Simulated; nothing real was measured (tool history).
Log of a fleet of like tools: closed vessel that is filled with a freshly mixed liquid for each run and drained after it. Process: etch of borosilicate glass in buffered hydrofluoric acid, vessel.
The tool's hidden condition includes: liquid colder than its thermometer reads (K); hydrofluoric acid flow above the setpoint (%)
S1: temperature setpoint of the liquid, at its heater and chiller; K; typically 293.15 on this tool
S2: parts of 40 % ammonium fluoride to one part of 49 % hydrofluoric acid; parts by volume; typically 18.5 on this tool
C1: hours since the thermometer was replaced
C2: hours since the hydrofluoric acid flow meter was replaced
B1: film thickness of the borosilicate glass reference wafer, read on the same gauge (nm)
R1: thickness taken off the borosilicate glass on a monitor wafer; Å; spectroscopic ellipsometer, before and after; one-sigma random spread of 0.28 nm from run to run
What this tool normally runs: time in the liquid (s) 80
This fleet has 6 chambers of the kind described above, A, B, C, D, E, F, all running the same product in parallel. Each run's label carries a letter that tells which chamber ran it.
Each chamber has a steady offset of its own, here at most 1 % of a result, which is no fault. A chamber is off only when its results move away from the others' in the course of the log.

{"run": "1F", "hour": 9.6, "S1": 293.15, "S2": 18.5, "time in the liquid (s)": 80, "C1": 719.8, "C2": 1213.7, "B1": 30.009, "R1": 435.97}
{"run": "2E", "hour": 16.1, "S1": 293.15, "S2": 18.5, "time in the liquid (s)": 80, "C1": 567.4, "C2": 1770.1, "B1": 29.998, "R1": 439.19}
{"run": "3B", "hour": 25.7, "S1": 293.15, "S2": 18.5, "time in the liquid (s)": 80, "C1": 670.0, "C2": 641.0, "B1": 30.014, "R1": 435.56}
{"run": "4C", "hour": 33.1, "S1": 293.15, "S2": 18.5, "time in the liquid (s)": 80, "C1": 1459.3, "C2": 699.6, "B1": 29.986, "R1": 433.07}
{"run": "5A", "hour": 41.1, "S1": 293.15, "S2": 18.5, "time in the liquid (s)": 80, "C1": 549.1, "C2": 1237.8, "B1": 30.011, "R1": 434.82}
{"run": "6D", "hour": 48.1, "S1": 293.15, "S2": 18.5, "time in the liquid (s)": 80, "C1": 1175.6, "C2": 1095.1, "B1": 29.982, "R1": 435.86}
{"run": "7A", "hour": 54.6, "S1": 293.15, "S2": 18.5, "time in the liquid (s)": 80, "C1": 562.6, "C2": 1251.3, "B1": 30.001, "R1": 437.33}
{"run": "8C", "hour": 62.8, "S1": 293.15, "S2": 18.5, "time in the liquid (s)": 80, "C1": 1489.0, "C2": 729.3, "B1": 29.99, "R1": 436.61}
{"run": "9F", "hour": 72.7, "S1": 293.15, "S2": 18.5, "time in the liquid (s)": 50, "C1": 782.9, "C2": 1276.8, "B1": 30.013, "R1": 275.34}
{"run": "10B", "hour": 77.2, "S1": 293.15, "S2": 18.5, "time in the liquid (s)": 50, "C1": 721.5, "C2": 692.5, "B1": 30.008, "R1": 273.65}
{"run": "11D", "hour": 82.0, "S1": 293.15, "S2": 18.5, "time in the liquid (s)": 50, "C1": 1209.5, "C2": 1129.0, "B1": 30.007, "R1": 274.84}
{"run": "12E", "hour": 90.7, "S1": 293.15, "S2": 18.5, "time in the liquid (s)": 50, "C1": 642.0, "C2": 1844.7, "B1": 30.005, "R1": 271.62}
{"run": "13E", "hour": 99.6, "S1": 293.15, "S2": 18.5, "time in the liquid (s)": 50, "C1": 650.9, "C2": 1853.6, "B1": 30.005, "R1": 273.81}
{"run": "14C", "hour": 107.9, "S1": 293.15, "S2": 18.5, "time in the liquid (s)": 50, "C1": 1534.1, "C2": 774.4, "B1": 29.995, "R1": 273.28}
{"run": "15B", "hour": 113.0, "S1": 293.15, "S2": 13.0, "time in the liquid (s)": 80, "C1": 757.3, "C2": 728.3, "B1": 30.013, "R1": 621.02}
{"run": "16A", "hour": 119.8, "S1": 293.15, "S2": 13.0, "time in the liquid (s)": 80, "C1": 627.8, "C2": 1316.5, "B1": 29.981, "R1": 614.11}
{"run": "17D", "hour": 126.1, "S1": 293.15, "S2": 13.0, "time in the liquid (s)": 80, "C1": 1253.6, "C2": 1173.1, "B1": 29.979, "R1": 618.45}
{"run": "18F", "hour": 133.3, "S1": 293.15, "S2": 13.0, "time in the liquid (s)": 80, "C1": 843.5, "C2": 1337.4, "B1": 29.973, "R1": 613.69}
{"run": "19E", "hour": 140.8, "S1": 293.15, "S2": 13.0, "time in the liquid (s)": 80, "C1": 692.1, "C2": 1894.8, "B1": 30.006, "R1": 620.0}
{"run": "20D", "hour": 148.5, "S1": 293.15, "S2": 13.0, "time in the liquid (s)": 80, "C1": 1276.0, "C2": 1195.5, "B1": 30.008, "R1": 620.09}
{"run": "21C", "hour": 156.2, "S1": 293.15, "S2": 18.5, "time in the liquid (s)": 80, "C1": 1582.4, "C2": 822.7, "B1": 30.003, "R1": 434.78}
{"run": "22A", "hour": 164.4, "S1": 293.15, "S2": 18.5, "time in the liquid (s)": 80, "C1": 672.4, "C2": 1361.1, "B1": 29.996, "R1": 433.48}
{"run": "23F", "hour": 172.0, "S1": 293.15, "S2": 18.5, "time in the liquid (s)": 80, "C1": 882.2, "C2": 1376.1, "B1": 30.013, "R1": 433.63}
{"run": "24B", "hour": 179.3, "S1": 293.15, "S2": 25.0, "time in the liquid (s)": 80, "C1": 823.6, "C2": 794.6, "B1": 29.987, "R1": 345.17}
{"run": "25A", "hour": 188.4, "S1": 293.15, "S2": 25.0, "time in the liquid (s)": 80, "C1": 696.4, "C2": 1385.1, "B1": 30.01, "R1": 342.79}
{"run": "26E", "hour": 197.2, "S1": 293.15, "S2": 25.0, "time in the liquid (s)": 80, "C1": 748.5, "C2": 1951.2, "B1": 29.983, "R1": 344.36}
{"run": "27F", "hour": 204.8, "S1": 293.15, "S2": 25.0, "time in the liquid (s)": 80, "C1": 915.0, "C2": 1408.9, "B1": 30.011, "R1": 340.86}
{"run": "28C", "hour": 211.9, "S1": 293.15, "S2": 25.0, "time in the liquid (s)": 80, "C1": 1638.1, "C2": 878.4, "B1": 30.009, "R1": 341.67}
{"run": "29D", "hour": 217.5, "S1": 293.15, "S2": 25.0, "time in the liquid (s)": 80, "C1": 1345.0, "C2": 1264.5, "B1": 30.003, "R1": 346.53}
{"run": "30B", "hour": 227.5, "S1": 293.15, "S2": 18.5, "time in the liquid (s)": 80, "C1": 871.8, "C2": 842.8, "B1": 30.013, "R1": 432.69}
{"run": "31C", "hour": 236.6, "S1": 293.15, "S2": 18.5, "time in the liquid (s)": 80, "C1": 1662.8, "C2": 903.1, "B1": 30.01, "R1": 432.77}
{"run": "32D", "hour": 243.3, "S1": 293.15, "S2": 18.5, "time in the liquid (s)": 80, "C1": 1370.8, "C2": 1290.3, "B1": 29.994, "R1": 433.07}
{"run": "33A", "hour": 251.3, "S1": 293.15, "S2": 18.5, "time in the liquid (s)": 80, "C1": 759.3, "C2": 1448.0, "B1": 30.005, "R1": 434.85}
{"run": "34F", "hour": 261.3, "S1": 297.15, "S2": 18.5, "time in the liquid (s)": 80, "C1": 971.5, "C2": 1465.4, "B1": 30.004, "R1": 522.15}
{"run": "35E", "hour": 271.2, "S1": 297.15, "S2": 18.5, "time in the liquid (s)": 80, "C1": 822.5, "C2": 2025.2, "B1": 29.986, "R1": 540.88}
{"run": "36B", "hour": 279.1, "S1": 297.15, "S2": 18.5, "time in the liquid (s)": 80, "C1": 923.4, "C2": 894.4, "B1": 29.98, "R1": 544.22}
{"run": "37F", "hour": 289.1, "S1": 297.15, "S2": 18.5, "time in the liquid (s)": 80, "C1": 999.3, "C2": 1493.2, "B1": 30.003, "R1": 522.21}
{"run": "38A", "hour": 293.8, "S1": 297.15, "S2": 18.5, "time in the liquid (s)": 80, "C1": 801.8, "C2": 1490.5, "B1": 30.02, "R1": 531.4}
{"run": "39B", "hour": 303.3, "S1": 297.15, "S2": 18.5, "time in the liquid (s)": 80, "C1": 947.6, "C2": 918.6, "B1": 29.991, "R1": 540.19}

Read the log: is a single chamber off, either drifting away or since a service, is the gauge that measures every chamber drifting, or is nothing wrong beyond small per-chamber offsets? Name any odd chamber and what most likely caused it.

Chamber F drifts away from the others.
What lies behind it: liquid colder than its thermometer reads (K) = 1.18.
The log might look much the same if the cause were instead: hydrofluoric acid flow below the setpoint (%).

Which of the 4 candidates below, each the usual settings with something changed and its results left as question marks, puts chamber F back in line with what the other chambers give on the usual settings?
In line means no further than this from the other chambers' mean on the usual settings: R1 9.90 Å
{"run": "40F-1", "hour": 310.5, "S1": 294.15, "S2": 18.5, "time in the liquid (s)": 80, "R1": "?"}
{"run": "40F-2", "hour": 310.5, "S1": 293.65, "S2": 18.5, "time in the liquid (s)": 85, "R1": "?"}
{"run": "40F-3", "hour": 310.5, "S1": 293.15, "S2": 20.5, "time in the liquid (s)": 80, "R1": "?"}
{"run": "40F-4", "hour": 310.5, "S1": 292.65, "S2": 19.0, "time in the liquid (s)": 80, "R1": "?"}

The mean the other chambers reach with the usual settings: R1 435.33 Å
run=40F-1 R1=434.61
run=40F-2 R1=449.20
run=40F-3 R1=373.87
run=40F-4 R1=389.29
It is 40F-1 that realigns the chamber with its peers.
